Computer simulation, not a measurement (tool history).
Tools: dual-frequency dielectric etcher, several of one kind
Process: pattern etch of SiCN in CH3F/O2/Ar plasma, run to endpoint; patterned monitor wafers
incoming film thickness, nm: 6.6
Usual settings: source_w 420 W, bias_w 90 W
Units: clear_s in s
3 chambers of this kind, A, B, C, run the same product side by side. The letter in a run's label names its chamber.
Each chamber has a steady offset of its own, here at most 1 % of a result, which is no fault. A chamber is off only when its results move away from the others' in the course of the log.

run 1A hour=9.6 | source_w=420 bias_w=90 | clear_s=15.782
run 2B hour=22.8 | source_w=420 bias_w=90 | clear_s=15.939
run 3C hour=35.4 | source_w=420 bias_w=90 | clear_s=15.958
run 4B hour=46.1 | source_w=420 bias_w=90 | clear_s=15.960
run 5A hour=57.8 | source_w=420 bias_w=90 | clear_s=15.940
run 6C hour=67.4 | source_w=420 bias_w=90 | clear_s=15.871
run 7B hour=76.4 | source_w=420 bias_w=90 | clear_s=16.005
-- hour=88.5 chamber A: wet clean of the chamber
run 8A hour=89.1 | source_w=420 bias_w=90 | clear_s=15.822
run 9C hour=97.9 | source_w=420 bias_w=90 | clear_s=15.900
-- hour=99.7 chamber C: wet clean of the chamber
run 10C hour=104.9 | source_w=510 bias_w=110 | clear_s=13.315
run 11B hour=114.7 | source_w=510 bias_w=110 | clear_s=13.781
run 12A hour=129.5 | source_w=510 bias_w=110 | clear_s=13.711
run 13C hour=141.7 | source_w=420 bias_w=90 | clear_s=15.372
run 14B hour=155.5 | source_w=420 bias_w=90 | clear_s=16.102
run 15A hour=163.6 | source_w=420 bias_w=90 | clear_s=15.835
run 16A hour=176.5 | source_w=420 bias_w=90 | clear_s=15.873
run 17B hour=189.0 | source_w=420 bias_w=90 | clear_s=16.047
run 18C hour=198.8 | source_w=420 bias_w=90 | clear_s=15.485
run 19C hour=213.4 | source_w=420 bias_w=90 | clear_s=15.477
run 20B hour=221.2 | source_w=420 bias_w=90 | clear_s=15.988

Next, every chamber runs the same settings. What will each give?
run 21A hour=232.5 | source_w=420 bias_w=90 | clear_s=?
run 21B hour=232.5 | source_w=420 bias_w=90 | clear_s=?
run 21C hour=232.5 | source_w=420 bias_w=90 | clear_s=?

run=21A clear_s=15.778
run=21B clear_s=16.072
run=21C clear_s=15.476
